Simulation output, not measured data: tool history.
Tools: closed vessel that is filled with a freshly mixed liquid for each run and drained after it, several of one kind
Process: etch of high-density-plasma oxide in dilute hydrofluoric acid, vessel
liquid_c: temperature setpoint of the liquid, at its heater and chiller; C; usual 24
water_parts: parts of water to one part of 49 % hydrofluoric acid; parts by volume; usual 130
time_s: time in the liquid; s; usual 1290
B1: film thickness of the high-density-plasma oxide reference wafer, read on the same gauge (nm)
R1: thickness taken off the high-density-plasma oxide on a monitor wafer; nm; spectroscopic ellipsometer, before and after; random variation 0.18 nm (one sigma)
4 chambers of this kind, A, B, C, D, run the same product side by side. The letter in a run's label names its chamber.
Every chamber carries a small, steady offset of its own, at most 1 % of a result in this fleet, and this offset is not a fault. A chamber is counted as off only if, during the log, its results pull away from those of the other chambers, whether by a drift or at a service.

run 1C day=0.312 | liquid_c=24 water_parts=130 time_s=1290 | B1=69.997 | R1=52.54
-- day=0.508 chamber C: hydrofluoric acid flow meter replaced
run 2A day=0.6 | liquid_c=24 water_parts=130 time_s=1290 | B1=70.013 | R1=52.775
run 3B day=0.925 | liquid_c=24 water_parts=130 time_s=1290 | B1=69.993 | R1=52.497
run 4D day=1.196 | liquid_c=24 water_parts=130 time_s=1290 | B1=70.004 | R1=52.666
run 5D day=1.4 | liquid_c=24 water_parts=130 time_s=1290 | B1=69.985 | R1=52.745
run 6A day=1.583 | liquid_c=24 water_parts=130 time_s=1290 | B1=69.977 | R1=53.098
run 7C day=1.792 | liquid_c=24 water_parts=130 time_s=1290 | B1=69.999 | R1=52.427
run 8B day=2.046 | liquid_c=24 water_parts=130 time_s=1290 | B1=70.002 | R1=53.161
-- day=2.142 chamber A: hydrofluoric acid flow meter replaced
run 9C day=2.196 | liquid_c=24 water_parts=130 time_s=1290 | B1=69.979 | R1=52.418
run 10D day=2.383 | liquid_c=24 water_parts=130 time_s=1290 | B1=69.986 | R1=52.881
run 11A day=2.596 | liquid_c=24 water_parts=130 time_s=1290 | B1=70.008 | R1=53.428
run 12B day=2.8 | liquid_c=24 water_parts=130 time_s=1290 | B1=69.993 | R1=52.644
run 13A day=2.979 | liquid_c=24 water_parts=130 time_s=895 | B1=69.991 | R1=36.795
run 14C day=3.158 | liquid_c=24 water_parts=130 time_s=895 | B1=70 | R1=36.153
run 15D day=3.375 | liquid_c=24 water_parts=130 time_s=895 | B1=70.022 | R1=36.657
run 16B day=3.638 | liquid_c=24 water_parts=130 time_s=895 | B1=70.003 | R1=36.863
run 17A day=3.888 | liquid_c=21.5 water_parts=130 time_s=1290 | B1=69.986 | R1=48.673
run 18B day=4.125 | liquid_c=21.5 water_parts=130 time_s=1290 | B1=70.007 | R1=48.051
-- day=4.242 chamber D: hydrofluoric acid flow meter replaced
run 19D day=4.375 | liquid_c=21.5 water_parts=130 time_s=1290 | B1=70.001 | R1=47.848
run 20C day=4.646 | liquid_c=21.5 water_parts=130 time_s=1290 | B1=70.002 | R1=47.748
run 21C day=4.821 | liquid_c=24 water_parts=130 time_s=1290 | B1=69.993 | R1=52.585
run 22B day=5.104 | liquid_c=24 water_parts=130 time_s=1290 | B1=70.004 | R1=52.862
run 23A day=5.392 | liquid_c=26 water_parts=165 time_s=1290 | B1=69.993 | R1=44.049
run 24D day=5.583 | liquid_c=26 water_parts=165 time_s=1290 | B1=69.978 | R1=43.472
run 25D day=5.729 | liquid_c=26 water_parts=165 time_s=1290 | B1=70 | R1=42.826
run 26C day=6.025 | liquid_c=26 water_parts=165 time_s=1290 | B1=69.995 | R1=42.89
run 27A day=6.292 | liquid_c=24 water_parts=130 time_s=1290 | B1=69.988 | R1=54.381
run 28B day=6.492 | liquid_c=24 water_parts=130 time_s=1290 | B1=70.033 | R1=52.85
run 29D day=6.679 | liquid_c=24 water_parts=130 time_s=1290 | B1=69.988 | R1=53.073
run 30B day=6.983 | liquid_c=24 water_parts=130 time_s=1290 | B1=70.016 | R1=52.817
run 31C day=7.146 | liquid_c=24 water_parts=130 time_s=1290 | B1=70.011 | R1=52.483
run 32A day=7.379 | liquid_c=24 water_parts=130 time_s=705 | B1=69.987 | R1=29.767
run 33A day=7.558 | liquid_c=24 water_parts=130 time_s=705 | B1=70.015 | R1=29.972
run 34B day=7.708 | liquid_c=24 water_parts=130 time_s=705 | B1=69.988 | R1=28.774
run 35D day=7.967 | liquid_c=24 water_parts=130 time_s=705 | B1=69.994 | R1=29.002
run 36C day=8.133 | liquid_c=24 water_parts=130 time_s=1290 | B1=70.007 | R1=52.259
run 37B day=8.279 | liquid_c=24 water_parts=130 time_s=1290 | B1=70.001 | R1=53.089

Each of the 4 chambers runs these same settings next. Fill in every chamber's results:
run 38A day=8.512 | liquid_c=24 water_parts=130 time_s=1290 | R1=?
run 38B day=8.512 | liquid_c=24 water_parts=130 time_s=1290 | R1=?
run 38C day=8.512 | liquid_c=24 water_parts=130 time_s=1290 | R1=?
run 38D day=8.512 | liquid_c=24 water_parts=130 time_s=1290 | R1=?

run=38A R1=55.123
run=38B R1=53.035
run=38C R1=52.715
run=38D R1=52.922
